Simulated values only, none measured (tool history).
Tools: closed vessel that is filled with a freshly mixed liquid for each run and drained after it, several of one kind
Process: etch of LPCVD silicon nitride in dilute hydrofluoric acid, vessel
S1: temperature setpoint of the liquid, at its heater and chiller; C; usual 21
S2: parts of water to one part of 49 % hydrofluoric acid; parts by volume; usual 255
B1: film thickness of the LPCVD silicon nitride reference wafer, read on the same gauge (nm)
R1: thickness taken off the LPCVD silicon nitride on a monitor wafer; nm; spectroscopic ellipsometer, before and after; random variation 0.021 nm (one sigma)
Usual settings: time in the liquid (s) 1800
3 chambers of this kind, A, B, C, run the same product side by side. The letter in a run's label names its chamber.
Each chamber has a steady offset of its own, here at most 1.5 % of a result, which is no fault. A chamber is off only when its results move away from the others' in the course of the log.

Run 1B, hour 3.1: usual settings; B1 30.008. Result: R1 2.9052 nm.
At hour 5.5: chamber A: hydrofluoric acid flow meter replaced.
Run 2C, hour 6.2: usual settings; B1 30.001. Result: R1 2.8767 nm.
Run 3A, hour 11.2: usual settings; B1 29.997. Result: R1 2.9532 nm.
Run 4C, hour 14.1: usual settings; B1 29.991. Result: R1 2.9029 nm.
Run 5B, hour 17.3: usual settings; B1 30.025. Result: R1 2.903 nm.
Run 6A, hour 20.3: usual settings but S1 23.5 C; B1 29.973. Result: R1 3.4695 nm.
Run 7C, hour 23.6: usual settings but S1 23.5 C; B1 30.018. Result: R1 3.3916 nm.
Run 8B, hour 28.7: usual settings but S1 23.5 C; B1 30.023. Result: R1 3.4408 nm.
Run 9A, hour 32: usual settings; B1 30.001. Result: R1 2.9175 nm.
Run 10C, hour 34.9: usual settings; B1 29.995. Result: R1 2.8939 nm.
Run 11B, hour 39.5: usual settings; B1 29.998. Result: R1 2.9593 nm.
Run 12A, hour 42.9: usual settings; B1 29.995. Result: R1 2.9341 nm.
Run 13B, hour 47.6: usual settings but time in the liquid (s) 1055; B1 30.001. Result: R1 1.7573 nm.
Run 14C, hour 53: usual settings but time in the liquid (s) 1055; B1 29.979. Result: R1 1.7026 nm.
Run 15A, hour 57.7: usual settings but time in the liquid (s) 1055; B1 30.013. Result: R1 1.7485 nm.
Run 16A, hour 62.8: usual settings; B1 30.029. Result: R1 2.9052 nm.
Run 17B, hour 67.2: usual settings; B1 30.007. Result: R1 3.0243 nm.
Run 18C, hour 71.2: usual settings; B1 29.977. Result: R1 2.8572 nm.
Run 19B, hour 75.2: usual settings; B1 29.993. Result: R1 3.0753 nm.
Run 20A, hour 78.5: usual settings; B1 30.011. Result: R1 2.934 nm.
Run 21C, hour 81.9: usual settings; B1 30.009. Result: R1 2.8577 nm.
Run 22B, hour 84.7: usual settings but time in the liquid (s) 2505; B1 29.988. Result: R1 4.2307 nm.
Run 23A, hour 88.2: usual settings but time in the liquid (s) 2505; B1 29.98. Result: R1 4.0868 nm.
Run 24C, hour 90.7: usual settings but time in the liquid (s) 2505; B1 30.001. Result: R1 3.9622 nm.
Run 25A, hour 95.2: usual settings; B1 30. Result: R1 2.9168 nm.
Run 26B, hour 100.5: usual settings but S2 130 parts by volume, time in the liquid (s) 2515; B1 30.006. Result: R1 8.2553 nm.

Is one chamber off against the others, does the gauge drift, or is nothing wrong? If a chamber is off, say which, and what the likeliest cause is.

Chamber B drifts away from the others.
Cause: hydrofluoric acid flow above the setpoint (%) = 7.39.
The log may not tell that from: liquid hotter than its thermometer reads (K).

Here are 4 candidates for chamber B's next run, each the usual settings with a change, their results left as question marks. Which one brings its results back in line with what the others give on the usual settings?
In line means no further than this from the other chambers' mean on the usual settings: R1 0.072 nm
Run 27B-1, hour 104.4: usual settings but S1 21.5 C, S2 245 parts by volume. Result: R1 ?.
Run 27B-2, hour 104.4: usual settings but S1 21.5 C. Result: R1 ?.
Run 27B-3, hour 104.4: usual settings but time in the liquid (s) 1765. Result: R1 ?.
Run 27B-4, hour 104.4: usual settings but S1 20.5 C, S2 265 parts by volume. Result: R1 ?.

The other chambers' mean on the usual settings: R1 2.9103 nm
  run      R1
27B-1  3.3454
27B-2   3.218
27B-3  3.0541
27B-4  2.9042
27B-4 brings the chamber back in line.
